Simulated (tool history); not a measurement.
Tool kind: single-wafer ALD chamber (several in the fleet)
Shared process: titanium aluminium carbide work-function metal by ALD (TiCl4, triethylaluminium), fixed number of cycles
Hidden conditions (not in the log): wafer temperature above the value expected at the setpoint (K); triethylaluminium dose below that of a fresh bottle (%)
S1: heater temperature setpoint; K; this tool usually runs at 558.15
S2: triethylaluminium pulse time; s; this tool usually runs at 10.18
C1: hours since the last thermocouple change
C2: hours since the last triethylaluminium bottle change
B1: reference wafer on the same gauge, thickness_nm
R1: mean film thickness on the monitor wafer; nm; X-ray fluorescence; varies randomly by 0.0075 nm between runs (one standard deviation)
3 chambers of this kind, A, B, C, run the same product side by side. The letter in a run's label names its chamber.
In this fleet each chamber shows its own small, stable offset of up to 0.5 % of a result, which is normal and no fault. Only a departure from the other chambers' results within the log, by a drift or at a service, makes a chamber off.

{"hour": 1.9, "done": "chamber A: triethylaluminium bottle replaced"}
{"run": "1C", "hour": 6.4, "S1": 558.15, "S2": 10.18, "C1": 695.7, "C2": 404.8, "B1": 1.5616, "R1": 1.8726}
{"run": "2A", "hour": 14.3, "S1": 558.15, "S2": 10.18, "C1": 1381.0, "C2": 12.5, "B1": 1.5617, "R1": 1.8697}
{"run": "3B", "hour": 25.7, "S1": 558.15, "S2": 10.18, "C1": 952.4, "C2": 211.2, "B1": 1.5616, "R1": 1.8702}
{"run": "4B", "hour": 32.9, "S1": 558.15, "S2": 10.18, "C1": 959.6, "C2": 218.4, "B1": 1.5601, "R1": 1.8655}
{"run": "5C", "hour": 42.8, "S1": 558.15, "S2": 10.18, "C1": 732.1, "C2": 441.2, "B1": 1.5602, "R1": 1.8645}
{"run": "6A", "hour": 49.3, "S1": 558.15, "S2": 10.18, "C1": 1416.0, "C2": 47.5, "B1": 1.5613, "R1": 1.8683}
{"run": "7C", "hour": 58.5, "S1": 558.15, "S2": 10.18, "C1": 747.8, "C2": 456.9, "B1": 1.5583, "R1": 1.8625}
{"run": "8B", "hour": 69.9, "S1": 558.15, "S2": 10.18, "C1": 996.6, "C2": 255.4, "B1": 1.5608, "R1": 1.8637}
{"run": "9A", "hour": 77.7, "S1": 558.15, "S2": 10.18, "C1": 1444.4, "C2": 75.9, "B1": 1.5599, "R1": 1.8766}
{"run": "10A", "hour": 86.0, "S1": 558.15, "S2": 10.18, "C1": 1452.7, "C2": 84.2, "B1": 1.5599, "R1": 1.8654}
{"run": "11C", "hour": 97.4, "S1": 558.15, "S2": 10.18, "C1": 786.7, "C2": 495.8, "B1": 1.5605, "R1": 1.8544}
{"run": "12B", "hour": 107.0, "S1": 558.15, "S2": 10.18, "C1": 1033.7, "C2": 292.5, "B1": 1.5623, "R1": 1.8644}
{"run": "13B", "hour": 117.9, "S1": 564.15, "S2": 7.36, "C1": 1044.6, "C2": 303.4, "B1": 1.5596, "R1": 1.8355}
{"run": "14C", "hour": 127.5, "S1": 564.15, "S2": 7.36, "C1": 816.8, "C2": 525.9, "B1": 1.5598, "R1": 1.7842}
{"run": "15A", "hour": 137.1, "S1": 564.15, "S2": 7.36, "C1": 1503.8, "C2": 135.3, "B1": 1.56, "R1": 1.8263}
{"run": "16A", "hour": 142.8, "S1": 558.15, "S2": 10.18, "C1": 1509.5, "C2": 141.0, "B1": 1.5604, "R1": 1.8616}
{"run": "17B", "hour": 150.3, "S1": 558.15, "S2": 10.18, "C1": 1077.0, "C2": 335.8, "B1": 1.5595, "R1": 1.848}
{"run": "18C", "hour": 156.9, "S1": 558.15, "S2": 10.18, "C1": 846.2, "C2": 555.3, "B1": 1.5607, "R1": 1.8568}
{"run": "19B", "hour": 165.3, "S1": 558.15, "S2": 10.18, "C1": 1092.0, "C2": 350.8, "B1": 1.5604, "R1": 1.8707}
{"run": "20C", "hour": 176.3, "S1": 547.15, "S2": 13.82, "C1": 865.6, "C2": 574.7, "B1": 1.5609, "R1": 1.7966}
{"run": "21A", "hour": 187.5, "S1": 547.15, "S2": 13.82, "C1": 1554.2, "C2": 185.7, "B1": 1.5603, "R1": 1.8095}
{"run": "22C", "hour": 193.4, "S1": 547.15, "S2": 13.82, "C1": 882.7, "C2": 591.8, "B1": 1.5611, "R1": 1.8012}
{"run": "23A", "hour": 203.0, "S1": 558.15, "S2": 10.18, "C1": 1569.7, "C2": 201.2, "B1": 1.5584, "R1": 1.8632}
{"run": "24B", "hour": 211.6, "S1": 565.15, "S2": 13.92, "C1": 1138.3, "C2": 397.1, "B1": 1.5595, "R1": 1.9784}
{"run": "25C", "hour": 217.1, "S1": 565.15, "S2": 13.92, "C1": 906.4, "C2": 615.5, "B1": 1.5607, "R1": 1.961}
{"run": "26A", "hour": 226.0, "S1": 565.15, "S2": 13.92, "C1": 1592.7, "C2": 224.2, "B1": 1.5599, "R1": 1.9711}
{"run": "27B", "hour": 235.6, "S1": 558.15, "S2": 10.18, "C1": 1162.3, "C2": 421.1, "B1": 1.5595, "R1": 1.8537}
{"run": "28A", "hour": 241.5, "S1": 558.15, "S2": 13.96, "C1": 1608.2, "C2": 239.7, "B1": 1.5586, "R1": 1.916}
{"run": "29B", "hour": 252.7, "S1": 558.15, "S2": 13.96, "C1": 1179.4, "C2": 438.2, "B1": 1.5615, "R1": 1.9187}
{"run": "30C", "hour": 262.8, "S1": 558.15, "S2": 13.96, "C1": 952.1, "C2": 661.2, "B1": 1.5589, "R1": 1.8707}
{"run": "31C", "hour": 267.9, "S1": 558.15, "S2": 10.18, "C1": 957.2, "C2": 666.3, "B1": 1.5583, "R1": 1.7983}
{"run": "32A", "hour": 273.5, "S1": 545.15, "S2": 12.41, "C1": 1640.2, "C2": 271.7, "B1": 1.5601, "R1": 1.7862}
{"run": "33B", "hour": 284.6, "S1": 545.15, "S2": 12.41, "C1": 1211.3, "C2": 470.1, "B1": 1.5589, "R1": 1.7942}
{"run": "34A", "hour": 295.1, "S1": 545.15, "S2": 12.41, "C1": 1661.8, "C2": 293.3, "B1": 1.5594, "R1": 1.7877}

Has any chamber moved away from the others, gradually or after a service, or does the common gauge drift, or do the chambers differ only by their own small steady offsets? State the chamber and the most likely cause if one applies.

One chamber, C, drifts off from the rest bit by bit.
Likeliest cause: triethylaluminium dose below that of a fresh bottle (%) = 27.7.

Which of the 4 candidates below, each the usual settings with something changed and its results left as question marks, puts chamber C back in line with what the other chambers give on the usual settings?
In line means no further than this from the other chambers' mean on the usual settings: R1 0.0260 nm
{"run": "35C-1", "hour": 303.3, "S1": 565.15, "S2": 12.74, "R1": "?"}
{"run": "35C-2", "hour": 303.3, "S1": 553.15, "S2": 8.32, "R1": "?"}
{"run": "35C-3", "hour": 303.3, "S1": 555.15, "S2": 8.99, "R1": "?"}
{"run": "35C-4", "hour": 303.3, "S1": 569.15, "S2": 10.18, "R1": "?"}

Usual-settings mean across the other chambers: R1 1.8664 nm
run=35C-1 R1=1.9113
run=35C-2 R1=1.6466
run=35C-3 R1=1.7000
run=35C-4 R1=1.8674
It is 35C-4 that realigns the chamber with its peers.
